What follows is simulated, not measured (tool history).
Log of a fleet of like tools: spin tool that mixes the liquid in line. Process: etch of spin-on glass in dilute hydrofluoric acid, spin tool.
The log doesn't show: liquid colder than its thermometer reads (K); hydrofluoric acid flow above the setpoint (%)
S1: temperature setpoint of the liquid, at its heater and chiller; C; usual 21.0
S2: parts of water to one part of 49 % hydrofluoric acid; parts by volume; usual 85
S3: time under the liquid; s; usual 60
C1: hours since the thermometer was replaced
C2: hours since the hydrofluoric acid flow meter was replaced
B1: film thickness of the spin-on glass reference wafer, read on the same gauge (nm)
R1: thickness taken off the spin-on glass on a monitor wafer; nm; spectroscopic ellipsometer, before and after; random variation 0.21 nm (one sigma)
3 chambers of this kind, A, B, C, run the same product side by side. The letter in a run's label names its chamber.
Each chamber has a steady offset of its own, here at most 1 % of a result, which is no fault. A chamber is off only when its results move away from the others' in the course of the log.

Run 1A, day 0.425: usual settings; C1 1415.6; C2 668.6; B1 120.00. Result: R1 22.842 nm.
Run 2B, day 0.971: usual settings; C1 707.8; C2 758.5; B1 120.00. Result: R1 23.150 nm.
Run 3C, day 1.233: usual settings; C1 1391.0; C2 486.8; B1 120.01. Result: R1 22.890 nm.
Run 4C, day 1.608: usual settings; C1 1400.0; C2 495.8; B1 119.94. Result: R1 22.758 nm.
Run 5A, day 1.975: usual settings; C1 1452.8; C2 705.8; B1 120.00. Result: R1 23.075 nm.
Run 6B, day 2.417: usual settings; C1 742.5; C2 793.2; B1 119.94. Result: R1 23.356 nm.
At day 2.462: chamber A: thermometer replaced.
Run 7A, day 3.004: usual settings; C1 13.0; C2 730.5; B1 119.97. Result: R1 23.040 nm.
Run 8B, day 3.496: usual settings; C1 768.4; C2 819.1; B1 120.01. Result: R1 23.178 nm.
Run 9C, day 3.804: usual settings; C1 1452.7; C2 548.5; B1 119.99. Result: R1 22.926 nm.
Run 10B, day 4.250: usual settings; C1 786.5; C2 837.2; B1 119.99. Result: R1 23.195 nm.
Run 11A, day 4.588: usual settings; C1 51.0; C2 768.5; B1 119.96. Result: R1 22.884 nm.
Run 12C, day 4.929: usual settings; C1 1479.7; C2 575.5; B1 120.02. Result: R1 22.814 nm.
Run 13C, day 5.238: usual settings but S1 24.5 C, S2 115 parts by volume; C1 1487.1; C2 582.9; B1 120.00. Result: R1 18.595 nm.
Run 14A, day 5.529: usual settings but S1 24.5 C, S2 115 parts by volume; C1 73.6; C2 791.1; B1 119.99. Result: R1 18.599 nm.
Run 15B, day 6.075: usual settings but S1 24.5 C, S2 115 parts by volume; C1 830.3; C2 881.0; B1 119.96. Result: R1 19.194 nm.
Run 16A, day 6.350: usual settings; C1 93.3; C2 810.8; B1 119.98. Result: R1 23.098 nm.
Run 17B, day 6.892: usual settings; C1 849.9; C2 900.6; B1 120.02. Result: R1 23.746 nm.
Run 18C, day 7.458: usual settings but S1 18.5 C, S3 30 s; C1 1540.4; C2 636.2; B1 120.01. Result: R1 10.385 nm.
Run 19A, day 7.925: usual settings but S1 18.5 C, S3 30 s; C1 131.1; C2 848.6; B1 120.00. Result: R1 10.316 nm.
Run 20C, day 8.204: usual settings but S1 18.5 C, S3 30 s; C1 1558.3; C2 654.1; B1 120.03. Result: R1 10.371 nm.
Run 21B, day 8.638: usual settings but S2 55 parts by volume, S3 95 s; C1 891.8; C2 942.5; B1 120.00. Result: R1 59.484 nm.
Run 22C, day 9.158: usual settings but S2 55 parts by volume, S3 95 s; C1 1581.2; C2 677.0; B1 120.02. Result: R1 59.615 nm.
Run 23A, day 9.421: usual settings but S2 55 parts by volume, S3 95 s; C1 167.0; C2 884.5; B1 120.03. Result: R1 57.757 nm.
Run 24B, day 9.800: usual settings but S1 18.5 C, S2 65 parts by volume; C1 919.7; C2 970.4; B1 119.97. Result: R1 29.086 nm.
Run 25B, day 10.375: usual settings but S1 18.5 C, S2 65 parts by volume; C1 933.5; C2 984.2; B1 119.97. Result: R1 29.109 nm.
Run 26A, day 10.729: usual settings but S1 18.5 C, S2 65 parts by volume; C1 198.4; C2 915.9; B1 119.98. Result: R1 27.869 nm.
Run 27C, day 11.150: usual settings; C1 1629.0; C2 724.8; B1 120.00. Result: R1 22.963 nm.
Run 28A, day 11.638: usual settings; C1 220.2; C2 937.7; B1 120.00. Result: R1 23.343 nm.
Run 29C, day 12.079: usual settings; C1 1651.3; C2 747.1; B1 120.00. Result: R1 22.948 nm.
Run 30B, day 12.446: usual settings; C1 983.2; C2 1033.9; B1 119.98. Result: R1 24.149 nm.
Run 31A, day 12.946: usual settings; C1 251.6; C2 969.1; B1 119.99. Result: R1 23.021 nm.
Run 32C, day 13.483: usual settings; C1 1685.0; C2 780.8; B1 119.95. Result: R1 23.191 nm.

All 3 chambers run these settings next. Forecast each chamber's results:
Run 33A, day 13.917: usual settings. Result: R1 ?.
Run 33B, day 13.917: usual settings. Result: R1 ?.
Run 33C, day 13.917: usual settings. Result: R1 ?.

run      R1
33A  23.412
33B  24.365
33C  22.795

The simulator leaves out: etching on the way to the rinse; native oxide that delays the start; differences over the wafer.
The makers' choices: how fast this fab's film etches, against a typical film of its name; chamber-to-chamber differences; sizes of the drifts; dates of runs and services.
